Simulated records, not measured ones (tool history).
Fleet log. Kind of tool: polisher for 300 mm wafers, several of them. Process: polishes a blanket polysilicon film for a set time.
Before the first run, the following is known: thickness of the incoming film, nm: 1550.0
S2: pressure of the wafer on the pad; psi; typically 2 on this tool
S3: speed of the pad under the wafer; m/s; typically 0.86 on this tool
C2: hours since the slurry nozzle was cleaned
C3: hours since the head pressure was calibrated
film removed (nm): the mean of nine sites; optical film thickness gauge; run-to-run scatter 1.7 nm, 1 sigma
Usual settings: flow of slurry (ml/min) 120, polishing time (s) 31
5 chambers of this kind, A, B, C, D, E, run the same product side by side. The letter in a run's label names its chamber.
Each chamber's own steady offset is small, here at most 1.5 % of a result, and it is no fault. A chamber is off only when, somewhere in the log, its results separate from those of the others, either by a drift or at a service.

At hour 7.1: chamber E: worn pad replaced by a new one.
Run 1C, hour 8.6: usual settings; wafers polished on this pad 115; C2 96.8; C3 81.5. Result: film removed (nm) 159.15.
At hour 14.9: chamber D: worn pad replaced by a new one.
Run 2E, hour 17.7: usual settings; wafers polished on this pad 71; C2 596.9; C3 490.8. Result: film removed (nm) 160.02.
Run 3B, hour 28.8: usual settings; wafers polished on this pad 386; C2 147.6; C3 472.0. Result: film removed (nm) 158.28.
Run 4D, hour 40.2: usual settings; wafers polished on this pad 171; C2 262.0; C3 344.9. Result: film removed (nm) 160.57.
At hour 44.0: chamber A: worn pad replaced by a new one.
Run 5A, hour 49.0: usual settings; wafers polished on this pad 33; C2 290.9; C3 141.2. Result: film removed (nm) 157.64.
Run 6B, hour 59.1: usual settings; wafers polished on this pad 590; C2 177.9; C3 502.3. Result: film removed (nm) 158.99.
Run 7D, hour 67.6: usual settings; wafers polished on this pad 356; C2 289.4; C3 372.3. Result: film removed (nm) 159.74.
At hour 73.7: chamber E: worn pad replaced by a new one.
Run 8C, hour 81.0: usual settings; wafers polished on this pad 604; C2 169.2; C3 153.9. Result: film removed (nm) 158.86.
At hour 81.4: chamber C: worn pad replaced by a new one.
At hour 81.6: chamber A: slurry nozzle cleaned.
Run 9A, hour 92.5: usual settings; wafers polished on this pad 327; C2 10.9; C3 184.7. Result: film removed (nm) 158.13.
Run 10E, hour 103.2: usual settings; wafers polished on this pad 199; C2 682.4; C3 576.3. Result: film removed (nm) 157.79.
At hour 111.7: chamber D: worn pad replaced by a new one.
Run 11B, hour 115.9: usual settings; wafers polished on this pad 974; C2 234.7; C3 559.1. Result: film removed (nm) 156.76.
At hour 120.4: chamber E: slurry nozzle cleaned.
At hour 127.1: chamber A: worn pad replaced by a new one.
Run 12D, hour 128.5: usual settings; wafers polished on this pad 113; C2 350.3; C3 433.2. Result: film removed (nm) 162.61.
Run 13E, hour 141.3: usual settings; wafers polished on this pad 456; C2 21.0; C3 614.4. Result: film removed (nm) 158.53.
Run 14A, hour 150.6: usual settings; wafers polished on this pad 159; C2 69.0; C3 242.8. Result: film removed (nm) 156.63.
At hour 150.9: chamber B: worn pad replaced by a new one.
At hour 156.0: chamber E: worn pad replaced by a new one.
At hour 156.6: chamber C: worn pad replaced by a new one.
Run 15C, hour 158.8: usual settings; wafers polished on this pad 15; C2 247.0; C3 231.7. Result: film removed (nm) 163.60.
Run 16D, hour 165.8: usual settings; wafers polished on this pad 365; C2 387.6; C3 470.5. Result: film removed (nm) 161.45.
Run 17A, hour 178.9: usual settings; wafers polished on this pad 350; C2 97.3; C3 271.1. Result: film removed (nm) 158.40.
At hour 187.8: chamber D: worn pad replaced by a new one.
Run 18E, hour 192.5: usual settings; wafers polished on this pad 246; C2 72.2; C3 665.6. Result: film removed (nm) 159.80.
At hour 196.3: chamber A: worn pad replaced by a new one.
Run 19C, hour 204.2: usual settings; wafers polished on this pad 321; C2 292.4; C3 277.1. Result: film removed (nm) 167.38.
Run 20B, hour 215.7: usual settings; wafers polished on this pad 438; C2 334.5; C3 658.9. Result: film removed (nm) 156.47.
Run 21A, hour 228.0: usual settings; wafers polished on this pad 214; C2 146.4; C3 320.2. Result: film removed (nm) 157.65.
At hour 241.7: chamber C: worn pad replaced by a new one.
Run 22B, hour 241.9: usual settings; wafers polished on this pad 614; C2 360.7; C3 685.1. Result: film removed (nm) 156.90.
At hour 242.3: chamber E: worn pad replaced by a new one.
Run 23C, hour 255.5: usual settings; wafers polished on this pad 93; C2 343.7; C3 328.4. Result: film removed (nm) 169.17.
Run 24D, hour 264.6: usual settings; wafers polished on this pad 519; C2 486.4; C3 569.3. Result: film removed (nm) 163.56.
At hour 264.8: chamber D: worn pad replaced by a new one.
At hour 266.9: chamber A: worn pad replaced by a new one.
Run 25E, hour 271.3: usual settings; wafers polished on this pad 195; C2 151.0; C3 744.4. Result: film removed (nm) 160.79.
Run 26B, hour 281.4: usual settings; wafers polished on this pad 881; C2 400.2; C3 724.6. Result: film removed (nm) 157.45.
Run 27E, hour 290.0: usual settings; wafers polished on this pad 322; C2 169.7; C3 763.1. Result: film removed (nm) 160.37.
At hour 301.7: chamber D: head pressure recalibrated.
Run 28C, hour 301.9: usual settings; wafers polished on this pad 406; C2 390.1; C3 374.8. Result: film removed (nm) 173.44.
Run 29A, hour 310.2: usual settings; wafers polished on this pad 292; C2 228.6; C3 402.4. Result: film removed (nm) 160.15.
Run 30D, hour 319.4: usual settings; wafers polished on this pad 368; C2 541.2; C3 17.7. Result: film removed (nm) 163.72.

Has any chamber moved away from the others, gradually or after a service, or does the common gauge drift, or do the chambers differ only by their own small steady offsets? State the chamber and the most likely cause if one applies.

One chamber, C, drifts off from the rest bit by bit.
Likeliest cause: head's pressure above its setpoint, % = 11.5.

Below are 4 candidate recipes for chamber C's next run, each the usual settings with a change, their results shown as question marks. Which of them brings C's results back in line with what the other chambers give on the usual settings?
In line means no further than this from the other chambers' mean on the usual settings: film removed (nm) 5.80
Run 31C-1, hour 329.4: usual settings but S2 2.1 psi, S3 0.88 m/s, polishing time (s) 32. Result: film removed (nm) ?.
Run 31C-2, hour 329.4: usual settings but S2 1.8 psi, S3 0.80 m/s. Result: film removed (nm) ?.
Run 31C-3, hour 329.4: usual settings but S2 2.2 psi, polishing time (s) 34. Result: film removed (nm) ?.
Run 31C-4, hour 329.4: usual settings but S2 1.8 psi. Result: film removed (nm) ?.

What the other chambers average on the usual settings: film removed (nm) 158.42
  run  film removed (nm)
31C-1             196.08
31C-2             148.21
31C-3             213.10
31C-4             159.45
The right change is 31C-4: it brings the chamber back within the allowed miss of the others.

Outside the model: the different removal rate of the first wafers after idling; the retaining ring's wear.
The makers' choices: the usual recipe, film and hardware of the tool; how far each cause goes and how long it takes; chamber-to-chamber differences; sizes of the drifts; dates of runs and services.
